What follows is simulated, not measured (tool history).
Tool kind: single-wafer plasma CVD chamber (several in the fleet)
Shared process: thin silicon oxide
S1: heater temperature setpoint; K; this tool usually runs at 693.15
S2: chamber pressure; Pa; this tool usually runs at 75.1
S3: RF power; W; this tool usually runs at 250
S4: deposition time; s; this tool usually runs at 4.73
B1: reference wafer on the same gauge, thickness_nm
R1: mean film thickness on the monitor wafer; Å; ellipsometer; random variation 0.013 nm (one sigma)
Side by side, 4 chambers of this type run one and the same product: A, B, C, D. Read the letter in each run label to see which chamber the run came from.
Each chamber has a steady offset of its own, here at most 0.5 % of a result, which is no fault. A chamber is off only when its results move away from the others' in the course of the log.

{"run": "1B", "hour": 1.9, "S1": 693.15, "S2": 75.1, "S3": 250, "S4": 4.73, "B1": 4.4011, "R1": 54.639}
{"run": "2C", "hour": 5.7, "S1": 693.15, "S2": 75.1, "S3": 250, "S4": 4.73, "B1": 4.3999, "R1": 54.693}
{"run": "3D", "hour": 8.2, "S1": 693.15, "S2": 75.1, "S3": 250, "S4": 4.73, "B1": 4.3986, "R1": 54.593}
{"run": "4A", "hour": 11.6, "S1": 693.15, "S2": 75.1, "S3": 250, "S4": 4.73, "B1": 4.3992, "R1": 55.327}
{"run": "5C", "hour": 15.8, "S1": 693.15, "S2": 75.1, "S3": 250, "S4": 4.73, "B1": 4.4028, "R1": 54.839}
{"run": "6A", "hour": 19.7, "S1": 693.15, "S2": 75.1, "S3": 250, "S4": 4.73, "B1": 4.401, "R1": 55.035}
{"run": "7B", "hour": 23.5, "S1": 693.15, "S2": 75.1, "S3": 250, "S4": 4.73, "B1": 4.3989, "R1": 54.731}
{"hour": 24.6, "done": "chamber D: capacitance manometer re-zeroed and calibrated"}
{"run": "8D", "hour": 25.5, "S1": 693.15, "S2": 75.1, "S3": 250, "S4": 4.73, "B1": 4.4016, "R1": 56.291}
{"run": "9C", "hour": 27.8, "S1": 693.15, "S2": 75.1, "S3": 250, "S4": 4.73, "B1": 4.3986, "R1": 55.076}
{"run": "10D", "hour": 30.0, "S1": 693.15, "S2": 75.1, "S3": 250, "S4": 4.73, "B1": 4.4007, "R1": 56.431}
{"run": "11A", "hour": 34.1, "S1": 693.15, "S2": 75.1, "S3": 250, "S4": 4.73, "B1": 4.401, "R1": 54.959}
{"run": "12B", "hour": 38.3, "S1": 693.15, "S2": 75.1, "S3": 250, "S4": 4.73, "B1": 4.4023, "R1": 54.705}
{"run": "13B", "hour": 41.1, "S1": 693.15, "S2": 75.1, "S3": 250, "S4": 4.73, "B1": 4.3998, "R1": 54.541}
{"run": "14C", "hour": 43.2, "S1": 693.15, "S2": 75.1, "S3": 250, "S4": 4.73, "B1": 4.4012, "R1": 54.637}
{"run": "15D", "hour": 45.2, "S1": 693.15, "S2": 75.1, "S3": 250, "S4": 4.73, "B1": 4.3979, "R1": 56.54}
{"run": "16A", "hour": 47.6, "S1": 693.15, "S2": 75.1, "S3": 250, "S4": 4.73, "B1": 4.4003, "R1": 55.13}
{"run": "17A", "hour": 51.7, "S1": 693.15, "S2": 75.1, "S3": 250, "S4": 4.73, "B1": 4.4008, "R1": 55.183}
{"run": "18B", "hour": 54.6, "S1": 693.15, "S2": 75.1, "S3": 250, "S4": 4.73, "B1": 4.4009, "R1": 54.681}
{"run": "19D", "hour": 56.6, "S1": 693.15, "S2": 75.1, "S3": 250, "S4": 4.73, "B1": 4.399, "R1": 56.142}
{"run": "20C", "hour": 60.9, "S1": 693.15, "S2": 75.1, "S3": 250, "S4": 4.73, "B1": 4.3966, "R1": 54.896}
{"run": "21D", "hour": 63.6, "S1": 693.15, "S2": 75.1, "S3": 250, "S4": 4.73, "B1": 4.4004, "R1": 56.432}
{"run": "22C", "hour": 66.3, "S1": 693.15, "S2": 75.1, "S3": 250, "S4": 4.73, "B1": 4.3985, "R1": 54.956}
{"run": "23A", "hour": 68.5, "S1": 693.15, "S2": 75.1, "S3": 250, "S4": 4.73, "B1": 4.3994, "R1": 54.993}
{"run": "24B", "hour": 72.7, "S1": 693.15, "S2": 75.1, "S3": 250, "S4": 4.73, "B1": 4.4012, "R1": 54.584}
{"run": "25B", "hour": 74.6, "S1": 693.15, "S2": 75.1, "S3": 210, "S4": 4.73, "B1": 4.4008, "R1": 50.159}
{"run": "26A", "hour": 78.3, "S1": 693.15, "S2": 75.1, "S3": 210, "S4": 4.73, "B1": 4.4017, "R1": 50.547}
{"run": "27C", "hour": 80.8, "S1": 693.15, "S2": 75.1, "S3": 210, "S4": 4.73, "B1": 4.4009, "R1": 50.439}

Decide between three cases: one chamber stands off from its peers, the gauge reading all wafers drifts, or nothing is wrong past each chamber's small offset. Where a chamber is off, say which and what most likely put it there.

After it was serviced, chamber D no longer matches the other chambers.
What lies behind it: true pressure above the setpoint (%) = 2.69.

Here are 4 candidates for chamber D's next run, each the usual settings with a change, their results left as question marks. Which one brings its results back in line with what the others give on the usual settings?
Counts as in line when no further than this from what the other chambers average on the usual settings: R1 0.45 Å
{"run": "28D-1", "hour": 83.9, "S1": 693.15, "S2": 75.1, "S3": 285, "S4": 4.73, "R1": "?"}
{"run": "28D-2", "hour": 83.9, "S1": 693.15, "S2": 76.3, "S3": 250, "S4": 4.77, "R1": "?"}
{"run": "28D-3", "hour": 83.9, "S1": 693.15, "S2": 72.7, "S3": 250, "S4": 4.64, "R1": "?"}
{"run": "28D-4", "hour": 83.9, "S1": 693.15, "S2": 74, "S3": 250, "S4": 4.69, "R1": "?"}

Mean of the other chambers on the usual settings: R1 54.882 Å
run=28D-1 R1=59.721
run=28D-2 R1=57.821
run=28D-3 R1=53.337
run=28D-4 R1=55.013
The answer is 28D-4, which returns the chamber to within the allowed miss of the others.
